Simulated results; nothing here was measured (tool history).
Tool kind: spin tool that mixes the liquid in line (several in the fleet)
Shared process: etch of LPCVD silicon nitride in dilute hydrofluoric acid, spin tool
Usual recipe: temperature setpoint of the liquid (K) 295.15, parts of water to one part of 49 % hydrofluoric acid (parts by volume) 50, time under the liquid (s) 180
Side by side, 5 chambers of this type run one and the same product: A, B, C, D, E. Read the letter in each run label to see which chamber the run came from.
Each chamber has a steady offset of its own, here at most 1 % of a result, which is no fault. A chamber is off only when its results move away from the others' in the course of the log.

run	hour	temperature setpoint of the liquid (K)	parts of water to one part of 49 % hydrofluoric acid (parts by volume)	time under the liquid (s)	hours since the thermometer was replaced	hours since the hydrofluoric acid flow meter was replaced	read-back film thickness of the LPCVD silicon nitride reference wafer, read on the same gauge (nm)	thickness taken off the LPCVD silicon nitride on a monitor wafer (Å)
1C	7.6	295.15	50	180	951.2	633.7	140.00	13.195
2D	21.3	295.15	50	180	2539.7	75.6	139.98	14.060
3E	33.3	295.15	50	180	776.1	347.4	139.99	12.840
4A	46.3	295.15	50	180	229.2	756.5	140.01	13.874
5B	60.7	295.15	50	180	306.8	1447.7	140.00	13.583
6A	73.6	295.15	50	180	256.5	783.8	140.01	13.553
7C	81.1	295.15	50	180	1024.7	707.2	139.99	14.275
8D	89.4	295.15	50	180	2607.8	143.7	140.00	13.623
9B	99.8	295.15	50	180	345.9	1486.8	139.99	12.919
10E	113.3	295.15	50	180	856.1	427.4	139.99	12.752
11D	127.6	295.15	50	180	2646.0	181.9	140.00	13.852
12C	137.9	295.15	50	180	1081.5	764.0	140.01	13.901
13B	145.5	295.15	50	180	391.6	1532.5	140.00	13.306
14E	155.5	295.15	50	180	898.3	469.6	140.01	13.781
# hour 162.4: chamber D: thermometer replaced
15A	169.7	295.15	50	180	352.6	879.9	140.00	14.210
16B	178.6	295.15	50	180	424.7	1565.6	140.00	12.821
17A	187.1	295.15	50	180	370.0	897.3	140.01	14.111
18D	198.0	295.15	50	180	35.7	252.3	140.02	13.455
19E	209.6	295.15	50	180	952.4	523.7	140.01	13.022
20C	219.0	295.15	50	180	1162.6	845.1	140.01	13.672
21E	229.5	295.15	50	180	972.3	543.6	140.01	13.572
22D	241.6	295.15	50	180	79.3	295.9	140.02	13.531
23B	252.7	295.15	35	245	498.8	1639.7	140.00	27.495
24C	264.8	295.15	35	245	1208.4	890.9	140.00	25.310
# hour 274.4: chamber C: thermometer replaced
25A	274.8	295.15	35	245	457.7	985.0	140.00	25.897
26E	285.2	295.15	35	245	1028.0	599.3	140.01	26.278
27C	298.4	295.15	35	245	24.0	924.5	140.01	27.662
28B	311.8	295.15	50	180	557.9	1698.8	140.02	14.378
29D	324.4	295.15	50	180	162.1	378.7	139.99	13.798
30A	334.1	295.15	50	180	517.0	1044.3	140.00	13.771
31A	347.4	295.15	50	270	530.3	1057.6	140.00	19.854
32C	357.5	295.15	50	270	83.1	983.6	139.99	20.715
33D	367.1	295.15	50	270	204.8	421.4	140.02	20.628
34B	380.6	295.15	50	270	626.7	1767.6	139.99	22.737
35E	395.7	295.15	50	270	1138.5	709.8	139.97	19.924
36E	410.0	299.65	40	180	1152.8	724.1	140.01	22.979
37B	423.1	299.65	40	180	669.2	1810.1	140.00	25.267
38D	438.3	299.65	40	180	276.0	492.6	139.98	22.330
39A	453.0	299.65	40	180	635.9	1163.2	139.99	22.852
40C	467.1	299.65	40	180	192.7	1093.2	140.00	22.323
41D	475.9	295.15	50	180	313.6	530.2	139.99	14.196

Is one chamber out of step, is the gauge drifting, or do the chambers differ by no more than their own small offsets? For an off chamber, give its letter and the likeliest cause.

Chamber B drifts away from the others.
Cause: liquid hotter than its thermometer reads (K) = 2.45.

Below are 4 candidate recipes for chamber B's next run, each the usual settings with a change, their results shown as question marks. Which of them brings B's results back in line with what the other chambers give on the usual settings?
Counts as in line when no further than this from what the other chambers average on the usual settings: thickness taken off the LPCVD silicon nitride on a monitor wafer (Å) 1.200
42B-1	486.8	294.65	50	160				?
42B-2	486.8	295.15	70	180				?
42B-3	486.8	297.65	50	180				?
42B-4	486.8	296.65	40	180				?

Usual-settings mean across the other chambers: thickness taken off the LPCVD silicon nitride on a monitor wafer (Å) 13.665
run	thickness taken off the LPCVD silicon nitride on a monitor wafer (Å)
42B-1	13.556
42B-2	11.331
42B-3	18.666
42B-4	21.741
It is 42B-1 that realigns the chamber with its peers.

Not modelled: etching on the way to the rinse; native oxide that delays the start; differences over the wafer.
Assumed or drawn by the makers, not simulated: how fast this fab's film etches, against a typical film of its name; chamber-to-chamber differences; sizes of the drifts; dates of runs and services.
